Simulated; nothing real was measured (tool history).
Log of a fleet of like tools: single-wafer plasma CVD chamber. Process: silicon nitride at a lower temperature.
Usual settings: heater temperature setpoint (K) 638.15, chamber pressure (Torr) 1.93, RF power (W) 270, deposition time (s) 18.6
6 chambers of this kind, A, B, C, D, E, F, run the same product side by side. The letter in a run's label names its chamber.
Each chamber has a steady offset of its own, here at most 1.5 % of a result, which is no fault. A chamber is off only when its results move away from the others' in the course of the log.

run    day  heater temperature setpoint (K)  chamber pressure (Torr)  RF power (W)  deposition time (s)  read-back reference wafer on the same gauge, thickness_nm  mean film thickness on the monitor wafer (Å)
 1D  0.279                           638.15                     1.93           270                 18.6                                                     17.608                                        211.63
 2F  0.462                           638.15                     1.93           270                 18.6                                                     17.607                                        214.47
 3E  0.721                           638.15                     1.93           270                 18.6                                                     17.608                                        210.92
 4B    0.9                           638.15                     1.93           270                 18.6                                                     17.607                                        214.39
 5A  1.096                           638.15                     1.93           270                 18.6                                                     17.613                                        212.37
 6C  1.375                           652.15                     1.93           320                 18.6                                                     17.612                                        240.81
 7C  1.654                           652.15                     1.93           320                 18.6                                                     17.618                                        240.65
 8A  1.954                           652.15                     1.93           320                 18.6                                                     17.628                                        238.06
 9D  2.212                           652.15                     1.93           320                 18.6                                                     17.628                                        235.21
10F  2.421                           652.15                     1.93           320                 18.6                                                      17.63                                        239.77
11E  2.617                           652.15                     1.93           320                 18.6                                                     17.628                                        235.98
12B  2.758                           630.15                     1.93           270                 18.6                                                     17.624                                        214.32
13F  2.908                           630.15                     1.93           270                 18.6                                                     17.632                                        216.21
14C  3.046                           630.15                     1.93           270                 18.6                                                     17.635                                        216.43
     3.204  -- chamber F: thermocouple changed; heater temperature recalibrated
15A  3.312                           630.15                     1.93           270                 18.6                                                     17.638                                         213.5
16E  3.571                           630.15                     1.93           270                 18.6                                                     17.638                                         212.1
17D    3.7                           630.15                     1.93           270                 18.6                                                     17.639                                        212.44
     3.762  -- chamber A: RF generator calibrated
18B  3.892                           638.15                     1.93           270                 15.9                                                     17.646                                        183.24
19B  4.138                           638.15                     1.93           270                 15.9                                                     17.648                                        183.66
20D  4.267                           638.15                     1.93           270                 15.9                                                     17.655                                        180.93
21F  4.512                           638.15                     1.93           270                 15.9                                                     17.644                                        183.84
22A  4.762                           638.15                     1.93           270                 15.9                                                     17.655                                         182.7
23E  5.046                           638.15                     1.93           270                 15.9                                                     17.656                                        180.77
24C  5.183                           638.15                     1.93           270                 18.6                                                     17.656                                        216.48
25F  5.346                           638.15                     1.93           270                 18.6                                                      17.66                                        215.68
26E  5.571                           638.15                     1.93           270                 18.6                                                     17.667                                        211.99
27B    5.8                           638.15                     1.93           270                 18.6                                                     17.665                                        214.55
28C  6.058                           638.15                     1.93           270                 18.6                                                     17.669                                        215.75
29D   6.25                           638.15                     1.93           270                 18.6                                                     17.671                                        212.06
30A  6.442                           638.15                     1.93           270                 18.6                                                     17.679                                        214.38
31C  6.654                           638.15                     1.93           270                 18.6                                                     17.681                                        215.93
32D  6.917                           638.15                     1.93           270                 18.6                                                     17.689                                        212.18
     6.975  -- chamber C: capacitance manometer re-zeroed and calibrated
33B  7.083                           638.15                     1.93           270                 18.6                                                     17.682                                        214.11
34E  7.321                           638.15                     1.93           270                 18.6                                                     17.679                                        212.48
35A  7.608                           638.15                     1.93           270                 18.6                                                     17.694                                        213.81
36F  7.896                           638.15                     1.93           270                 18.6                                                      17.69                                        215.43
37F  8.046                           638.15                     1.93           270                 18.6                                                     17.693                                        215.18
38A  8.192                           638.15                     1.93           270                 18.6                                                     17.698                                         214.2
39D  8.383                           638.15                     1.93           270                 18.6                                                     17.697                                        212.53
40C  8.621                           638.15                     1.93           270                 18.6                                                     17.708                                         216.8
41B  8.783                           646.15                     1.93           305                 18.6                                                     17.712                                        232.75
42E  8.988                           646.15                     1.93           305                 18.6                                                     17.706                                        229.69
43C  9.225                           646.15                     1.93           305                 18.6                                                     17.711                                        235.33

What goes on in this fleet: one chamber off, a drifting gauge, or nothing beyond the chambers' own small offsets? Name the chamber and the cause, if any.

The gauge drifts, so all chambers seem to drift together. No chamber is off.
Cause: gauge reads high (%) = 0.631.
